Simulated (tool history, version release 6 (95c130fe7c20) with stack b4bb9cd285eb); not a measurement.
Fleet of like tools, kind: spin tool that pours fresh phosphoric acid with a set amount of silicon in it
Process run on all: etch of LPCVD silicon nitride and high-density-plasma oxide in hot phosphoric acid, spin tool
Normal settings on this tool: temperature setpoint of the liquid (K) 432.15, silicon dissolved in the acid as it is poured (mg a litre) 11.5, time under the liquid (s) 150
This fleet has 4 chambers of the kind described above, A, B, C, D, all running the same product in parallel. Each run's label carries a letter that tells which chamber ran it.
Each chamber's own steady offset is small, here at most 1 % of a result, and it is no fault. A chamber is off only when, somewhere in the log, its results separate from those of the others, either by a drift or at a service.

run    day  temperature setpoint of the liquid (K)  silicon dissolved in the acid as it is poured (mg a litre)  time under the liquid (s)  hours since the thermometer was replaced  hours since the dissolved silicon flow meter was replaced  hours since the heated supply line was repaired  read-back film thickness of the LPCVD silicon nitride reference wafer, read on the same gauge (nm)  read-back film thickness of the high-density-plasma oxide reference wafer, read on the same gauge (nm)  thickness taken off the LPCVD silicon nitride on a monitor wafer (Å)  thickness taken off the high-density-plasma oxide on a monitor wafer (Å)
 1B  0.204                                  432.15                                                        11.5                        150                                     691.3                                                      410.5                                           1625.2                                                                                              140.00                                                                                                  139.98                                                                146.20                                                                    4.4645
     0.412  -- chamber A: dissolved silicon flow meter replaced
 2D  0.533                                  432.15                                                        11.5                        150                                    1400.3                                                      553.3                                            226.8                                                                                              140.03                                                                                                  139.99                                                                148.97                                                                    4.5522
 3A  0.762                                  432.15                                                        11.5                        150                                    1582.6                                                        8.4                                           2379.9                                                                                              139.97                                                                                                  140.00                                                                146.57                                                                    4.8934
 4C  0.938                                  432.15                                                        11.5                        150                                      35.2                                                      367.0                                            786.7                                                                                              140.05                                                                                                  139.99                                                                144.87                                                                    4.3633
 5A  1.150                                  432.15                                                        11.5                        150                                    1591.9                                                       17.7                                           2389.2                                                                                              139.99                                                                                                  140.03                                                                148.07                                                                    4.8705
 6C  1.425                                  432.15                                                        11.5                        150                                      46.9                                                      378.7                                            798.4                                                                                              139.98                                                                                                  139.98                                                                145.42                                                                    4.7113
 7D  1.642                                  432.15                                                        11.5                        150                                    1426.9                                                      579.9                                            253.4                                                                                              140.02                                                                                                  140.01                                                                146.28                                                                    4.5756
 8B  1.888                                  432.15                                                        11.5                        150                                     731.7                                                      450.9                                           1665.6                                                                                              140.05                                                                                                  139.98                                                                145.93                                                                    4.4794
 9D  2.058                                  432.15                                                        11.5                        150                                    1436.9                                                      589.9                                            263.4                                                                                              140.03                                                                                                  140.03                                                                144.74                                                                    4.5107
10A  2.279                                  432.15                                                        11.5                        150                                    1619.0                                                       44.8                                           2416.3                                                                                              140.04                                                                                                  139.99                                                                145.90                                                                    4.7551
11B  2.562                                  432.15                                                        11.5                        150                                     747.9                                                      467.1                                           1681.8                                                                                              140.01                                                                                                  139.98                                                                148.12                                                                    4.1232
12C  2.733                                  432.15                                                        11.5                        150                                      78.3                                                      410.1                                            829.8                                                                                              140.03                                                                                                  139.99                                                                146.85                                                                    4.8598
13D  2.904                                  432.15                                                        11.5                        150                                    1457.2                                                      610.2                                            283.7                                                                                              139.98                                                                                                  140.03                                                                144.61                                                                    4.1552
14A  3.083                                  432.15                                                        11.5                        150                                    1638.3                                                       64.1                                           2435.6                                                                                              140.00                                                                                                  140.00                                                                146.62                                                                    4.9326
15C  3.275                                  432.15                                                        11.5                        150                                      91.3                                                      423.1                                            842.8                                                                                              140.00                                                                                                  139.98                                                                144.23                                                                    4.8408
16B  3.592                                  432.15                                                        11.5                        150                                     772.6                                                      491.8                                           1706.5                                                                                              140.03                                                                                                  140.02                                                                146.60                                                                    5.0777
17B  3.783                                  432.15                                                        11.5                        150                                     777.2                                                      496.4                                           1711.1                                                                                              140.03                                                                                                  140.02                                                                146.47                                                                    4.9284
18A  4.112                                  432.15                                                        11.5                        150                                    1663.0                                                       88.8                                           2460.3                                                                                              140.00                                                                                                  140.02                                                                147.65                                                                    4.7298
19C  4.329                                  432.15                                                        11.5                        150                                     116.6                                                      448.4                                            868.1                                                                                              140.02                                                                                                  140.01                                                                146.89                                                                    4.7286
20D  4.579                                  432.15                                                        11.5                        150                                    1497.4                                                      650.4                                            323.9                                                                                              139.97                                                                                                  140.01                                                                147.58                                                                    5.1629
21D  4.779                                  432.15                                                        11.5                        150                                    1502.2                                                      655.2                                            328.7                                                                                              139.98                                                                                                  140.02                                                                146.22                                                                    4.5474
22C  5.083                                  432.15                                                        11.5                        150                                     134.7                                                      466.5                                            886.2                                                                                              140.02                                                                                                  140.00                                                                147.10                                                                    4.8173
23B  5.325                                  432.15                                                        11.5                        150                                     814.2                                                      533.4                                           1748.1                                                                                              140.02                                                                                                  139.98                                                                149.37                                                                    4.3536
     5.429  -- chamber C: dissolved silicon flow meter replaced
24A  5.608                                  434.65                                                         6.5                        150                                    1698.9                                                      124.7                                           2496.2                                                                                              140.03                                                                                                  140.01                                                                160.23                                                                    6.7531
25D  5.796                                  434.65                                                         6.5                        150                                    1526.6                                                      679.6                                            353.1                                                                                              139.96                                                                                                  140.00                                                                159.17                                                                    6.3979
26A  5.967                                  434.65                                                         6.5                        150                                    1707.5                                                      133.3                                           2504.8                                                                                              140.02                                                                                                  140.02                                                                161.08                                                                    6.7466
27B  6.192                                  434.65                                                         6.5                        150                                     835.0                                                      554.2                                           1768.9                                                                                              139.98                                                                                                  140.02                                                                158.15                                                                    5.9691
28C  6.454                                  432.15                                                        11.5                        150                                     167.6                                                       24.7                                            919.1                                                                                              140.05                                                                                                  139.99                                                                145.48                                                                    4.3530
29B  6.671                                  432.15                                                        11.5                        150                                     846.5                                                      565.7                                           1780.4                                                                                              139.98                                                                                                  140.00                                                                147.55                                                                    4.4198
30D  6.862                                  432.15                                                        11.5                        150                                    1552.2                                                      705.2                                            378.7                                                                                              140.02                                                                                                  139.99                                                                145.69                                                                    4.7601
31A  7.183                                  432.15                                                        11.5                        150                                    1736.7                                                      162.5                                           2534.0                                                                                              140.00                                                                                                  140.00                                                                146.71                                                                    3.9350
32C  7.500                                  432.15                                                        11.5                        150                                     192.7                                                       49.8                                            944.2                                                                                              139.98                                                                                                  140.01                                                                145.30                                                                    4.6078
33B  7.746                                  432.15                                                        11.5                        150                                     872.3                                                      591.5                                           1806.2                                                                                              140.05                                                                                                  140.00                                                                148.86                                                                    4.7725

Which is it: a chamber that has drifted or been left off by a service, a gauge drift common to all chambers, or only each chamber's usual small offset? If a chamber is off, name it and its likeliest cause.

Neither any chamber nor the gauge drifts; the chambers differ only by their own small, steady offsets.
